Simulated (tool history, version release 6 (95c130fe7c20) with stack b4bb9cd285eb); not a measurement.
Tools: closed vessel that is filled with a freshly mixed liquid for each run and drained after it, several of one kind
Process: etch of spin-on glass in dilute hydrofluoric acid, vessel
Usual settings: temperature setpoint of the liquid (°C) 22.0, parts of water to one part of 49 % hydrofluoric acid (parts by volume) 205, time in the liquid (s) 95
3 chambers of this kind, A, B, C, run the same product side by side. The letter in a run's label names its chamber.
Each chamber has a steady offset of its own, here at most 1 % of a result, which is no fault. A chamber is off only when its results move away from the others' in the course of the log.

run	hour	temperature setpoint of the liquid (°C)	parts of water to one part of 49 % hydrofluoric acid (parts by volume)	time in the liquid (s)	hours since the thermometer was replaced	hours since the hydrofluoric acid flow meter was replaced	read-back film thickness of the spin-on glass reference wafer, read on the same gauge (nm)	thickness taken off the spin-on glass on a monitor wafer (Å)
1A	7.1	22.0	205	95	591.7	657.1	59.997	188.17
2C	21.2	22.0	205	95	48.4	1082.6	60.008	183.45
3B	35.7	22.0	205	95	655.2	1814.8	59.991	185.62
4A	44.4	22.0	205	95	629.0	694.4	60.054	185.74
5C	57.8	17.5	205	125	85.0	1119.2	60.023	202.77
6B	67.5	17.5	205	125	687.0	1846.6	60.026	205.62
7A	74.8	17.5	205	125	659.4	724.8	59.992	206.37
# hour 84.6: chamber A: hydrofluoric acid flow meter replaced
# hour 85.5: chamber B: hydrofluoric acid flow meter replaced
8C	89.2	22.0	205	95	116.4	1150.6	60.005	185.05
9B	96.0	22.0	205	95	715.5	10.5	60.001	181.91
10B	106.8	22.0	205	95	726.3	21.3	59.984	186.04
11C	117.5	22.0	205	95	144.7	1178.9	60.014	186.89
12A	127.0	22.0	205	95	711.6	42.5	59.994	186.14
13C	136.4	22.0	250	95	163.6	1197.8	59.993	145.40
14B	144.1	22.0	250	95	763.6	58.6	59.984	145.45
15A	151.6	22.0	250	95	736.2	67.1	59.996	145.50
16C	160.5	22.0	205	95	187.7	1221.9	60.012	185.17
17A	173.5	22.0	205	95	758.1	89.0	59.968	186.11
18B	184.5	22.0	205	95	804.0	99.0	59.949	184.06
19A	192.1	22.0	205	95	776.7	107.6	60.009	185.82
20B	200.3	22.0	205	95	819.8	114.8	59.957	186.35
21C	209.1	25.0	170	95	236.3	1270.5	60.034	261.76
22B	221.7	25.0	170	95	841.2	136.2	59.969	259.82
23A	233.2	25.0	170	95	817.8	148.7	59.977	262.17
24C	240.3	22.0	205	95	267.5	1301.7	59.991	186.15
25B	249.4	22.0	205	95	868.9	163.9	59.995	185.37
26C	260.6	22.0	205	95	287.8	1322.0	59.973	182.08
27A	272.9	22.0	205	95	857.5	188.4	59.984	187.77
28C	281.2	22.0	205	95	308.4	1342.6	60.016	186.15
29A	294.0	22.0	205	95	878.6	209.5	59.979	185.94
30B	301.7	22.0	205	95	921.2	216.2	60.069	182.80
31B	316.1	22.0	205	95	935.6	230.6	60.010	183.50

What goes on in this fleet: one chamber off, a drifting gauge, or nothing beyond the chambers' own small offsets? Name the chamber and the cause, if any.

No chamber stands off beyond its own small offset, and the gauge holds steady.

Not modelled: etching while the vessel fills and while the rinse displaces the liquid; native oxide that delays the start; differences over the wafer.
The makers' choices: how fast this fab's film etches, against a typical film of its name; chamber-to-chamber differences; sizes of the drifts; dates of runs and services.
